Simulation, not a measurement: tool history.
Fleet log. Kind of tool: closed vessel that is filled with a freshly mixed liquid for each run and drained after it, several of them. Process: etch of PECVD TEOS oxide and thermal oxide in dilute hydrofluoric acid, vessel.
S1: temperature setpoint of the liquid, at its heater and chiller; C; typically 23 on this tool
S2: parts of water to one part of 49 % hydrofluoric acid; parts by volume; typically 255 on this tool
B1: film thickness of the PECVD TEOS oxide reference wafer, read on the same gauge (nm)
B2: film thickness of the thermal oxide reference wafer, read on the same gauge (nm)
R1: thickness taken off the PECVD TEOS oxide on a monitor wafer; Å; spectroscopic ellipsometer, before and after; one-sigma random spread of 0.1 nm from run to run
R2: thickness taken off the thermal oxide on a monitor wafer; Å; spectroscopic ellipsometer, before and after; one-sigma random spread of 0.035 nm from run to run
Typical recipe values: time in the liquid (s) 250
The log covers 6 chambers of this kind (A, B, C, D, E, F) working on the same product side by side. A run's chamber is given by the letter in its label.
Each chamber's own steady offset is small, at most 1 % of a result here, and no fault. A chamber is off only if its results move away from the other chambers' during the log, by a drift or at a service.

{"run": "1F", "hour": 11.6, "S1": 23, "S2": 255, "time in the liquid (s)": 250, "B1": 69.993, "B2": 79.99, "R1": 140.35, "R2": 36.116}
{"run": "2A", "hour": 24.7, "S1": 23, "S2": 255, "time in the liquid (s)": 250, "B1": 69.978, "B2": 80.006, "R1": 140.83, "R2": 37.351}
{"hour": 31.8, "done": "chamber B: thermometer replaced"}
{"run": "3E", "hour": 38.0, "S1": 23, "S2": 255, "time in the liquid (s)": 250, "B1": 70, "B2": 80.02, "R1": 141.11, "R2": 38.055}
{"run": "4D", "hour": 48.8, "S1": 23, "S2": 255, "time in the liquid (s)": 250, "B1": 70.016, "B2": 79.974, "R1": 140.34, "R2": 38.409}
{"run": "5C", "hour": 56.6, "S1": 23, "S2": 360, "time in the liquid (s)": 250, "B1": 69.989, "B2": 80.003, "R1": 92.613, "R2": 24.085}
{"run": "6B", "hour": 62.8, "S1": 23, "S2": 360, "time in the liquid (s)": 250, "B1": 70.008, "B2": 80.017, "R1": 91.514, "R2": 23.894}
{"run": "7E", "hour": 68.8, "S1": 23, "S2": 360, "time in the liquid (s)": 250, "B1": 70.034, "B2": 80.012, "R1": 91.56, "R2": 24.497}
{"run": "8C", "hour": 80.4, "S1": 23, "S2": 360, "time in the liquid (s)": 250, "B1": 70.008, "B2": 79.978, "R1": 91.786, "R2": 24.167}
{"run": "9D", "hour": 92.1, "S1": 23, "S2": 360, "time in the liquid (s)": 250, "B1": 70.009, "B2": 79.994, "R1": 90.479, "R2": 23.671}
{"hour": 96.8, "done": "chamber C: thermometer replaced"}
{"run": "10B", "hour": 101.5, "S1": 23, "S2": 360, "time in the liquid (s)": 250, "B1": 70.006, "B2": 80.007, "R1": 91.119, "R2": 23.884}
{"run": "11F", "hour": 108.9, "S1": 23, "S2": 255, "time in the liquid (s)": 250, "B1": 69.967, "B2": 79.999, "R1": 140.92, "R2": 37.054}
{"run": "12A", "hour": 120.1, "S1": 23, "S2": 255, "time in the liquid (s)": 250, "B1": 70.018, "B2": 79.962, "R1": 141.63, "R2": 36.547}
{"run": "13D", "hour": 131.2, "S1": 23, "S2": 255, "time in the liquid (s)": 250, "B1": 69.984, "B2": 80.034, "R1": 144.67, "R2": 37.9}
{"run": "14F", "hour": 137.2, "S1": 23, "S2": 255, "time in the liquid (s)": 250, "B1": 69.994, "B2": 79.97, "R1": 141.49, "R2": 37.622}
{"run": "15B", "hour": 148.9, "S1": 23, "S2": 255, "time in the liquid (s)": 250, "B1": 69.978, "B2": 80.011, "R1": 142.34, "R2": 37.427}
{"run": "16E", "hour": 157.8, "S1": 23, "S2": 255, "time in the liquid (s)": 250, "B1": 70.029, "B2": 79.991, "R1": 142.91, "R2": 37.449}
{"run": "17A", "hour": 169.3, "S1": 23, "S2": 255, "time in the liquid (s)": 250, "B1": 69.985, "B2": 80.009, "R1": 141.59, "R2": 37.204}
{"run": "18C", "hour": 177.5, "S1": 23, "S2": 255, "time in the liquid (s)": 250, "B1": 69.964, "B2": 80.013, "R1": 142.32, "R2": 37.236}
{"run": "19F", "hour": 187.6, "S1": 23, "S2": 255, "time in the liquid (s)": 250, "B1": 69.998, "B2": 79.989, "R1": 138.84, "R2": 36.882}
{"run": "20B", "hour": 194.8, "S1": 23, "S2": 255, "time in the liquid (s)": 250, "B1": 69.994, "B2": 79.996, "R1": 142.74, "R2": 36.597}
{"run": "21A", "hour": 206.0, "S1": 23, "S2": 255, "time in the liquid (s)": 250, "B1": 69.99, "B2": 80.01, "R1": 141.63, "R2": 37.288}
{"run": "22C", "hour": 215.8, "S1": 23, "S2": 255, "time in the liquid (s)": 250, "B1": 70.017, "B2": 80.019, "R1": 143.91, "R2": 36.76}
{"run": "23E", "hour": 225.3, "S1": 23, "S2": 370, "time in the liquid (s)": 305, "B1": 69.977, "B2": 79.994, "R1": 106.59, "R2": 28.378}
{"run": "24D", "hour": 237.0, "S1": 23, "S2": 370, "time in the liquid (s)": 305, "B1": 70.013, "B2": 80.007, "R1": 108.04, "R2": 28.412}
{"run": "25D", "hour": 247.7, "S1": 23, "S2": 370, "time in the liquid (s)": 305, "B1": 70.014, "B2": 79.996, "R1": 109.24, "R2": 28.346}
{"hour": 252.4, "done": "chamber E: thermometer replaced"}
{"run": "26A", "hour": 259.3, "S1": 23, "S2": 370, "time in the liquid (s)": 305, "B1": 69.968, "B2": 79.967, "R1": 106.82, "R2": 28.129}
{"run": "27B", "hour": 271.5, "S1": 23, "S2": 370, "time in the liquid (s)": 305, "B1": 69.988, "B2": 79.981, "R1": 107.27, "R2": 28.163}
{"run": "28C", "hour": 284.3, "S1": 23, "S2": 370, "time in the liquid (s)": 305, "B1": 70.061, "B2": 80.013, "R1": 108.66, "R2": 27.552}
{"run": "29F", "hour": 297.3, "S1": 23, "S2": 255, "time in the liquid (s)": 250, "B1": 70.002, "B2": 80.026, "R1": 139.51, "R2": 37.2}
{"run": "30E", "hour": 309.7, "S1": 23, "S2": 255, "time in the liquid (s)": 250, "B1": 69.982, "B2": 80.009, "R1": 143.14, "R2": 37.357}
{"run": "31E", "hour": 316.6, "S1": 23, "S2": 255, "time in the liquid (s)": 250, "B1": 70.022, "B2": 80.011, "R1": 141.88, "R2": 37.24}
{"run": "32C", "hour": 323.9, "S1": 23, "S2": 255, "time in the liquid (s)": 250, "B1": 69.986, "B2": 80.016, "R1": 141.43, "R2": 37.235}
{"run": "33A", "hour": 334.3, "S1": 23, "S2": 255, "time in the liquid (s)": 250, "B1": 70.004, "B2": 79.994, "R1": 141.5, "R2": 37.709}
{"run": "34F", "hour": 342.5, "S1": 23, "S2": 255, "time in the liquid (s)": 250, "B1": 69.994, "B2": 80.026, "R1": 140.58, "R2": 37.062}
{"run": "35B", "hour": 350.5, "S1": 23, "S2": 255, "time in the liquid (s)": 250, "B1": 69.959, "B2": 80.013, "R1": 143.17, "R2": 37.13}
{"run": "36D", "hour": 360.1, "S1": 23, "S2": 255, "time in the liquid (s)": 250, "B1": 70.008, "B2": 79.964, "R1": 140.88, "R2": 37.366}
{"run": "37F", "hour": 373.1, "S1": 23, "S2": 255, "time in the liquid (s)": 250, "B1": 69.967, "B2": 80.017, "R1": 141.6, "R2": 37.378}
{"run": "38D", "hour": 385.6, "S1": 23, "S2": 255, "time in the liquid (s)": 250, "B1": 70.026, "B2": 80.003, "R1": 143.37, "R2": 37.161}
{"run": "39E", "hour": 393.9, "S1": 27.5, "S2": 295, "time in the liquid (s)": 250, "B1": 70.02, "B2": 80.024, "R1": 140.39, "R2": 36.901}
{"run": "40A", "hour": 404.8, "S1": 27.5, "S2": 295, "time in the liquid (s)": 250, "B1": 70.002, "B2": 80.032, "R1": 135.12, "R2": 36.12}
{"run": "41C", "hour": 417.1, "S1": 27.5, "S2": 295, "time in the liquid (s)": 250, "B1": 70.024, "B2": 79.974, "R1": 137.3, "R2": 36.238}
{"run": "42B", "hour": 425.1, "S1": 27.5, "S2": 295, "time in the liquid (s)": 250, "B1": 69.999, "B2": 80.003, "R1": 136.56, "R2": 36.19}
{"run": "43B", "hour": 436.6, "S1": 27.5, "S2": 295, "time in the liquid (s)": 250, "B1": 69.992, "B2": 80.037, "R1": 137.85, "R2": 36.38}
{"run": "44D", "hour": 447.0, "S1": 27.5, "S2": 295, "time in the liquid (s)": 250, "B1": 69.996, "B2": 79.958, "R1": 139.1, "R2": 36.294}

Has any chamber moved away from the others, gradually or after a service, or does the common gauge drift, or do the chambers differ only by their own small steady offsets? State the chamber and the most likely cause if one applies.

Nothing is wrong: each chamber keeps only its own small, steady offset and the gauge holds still.
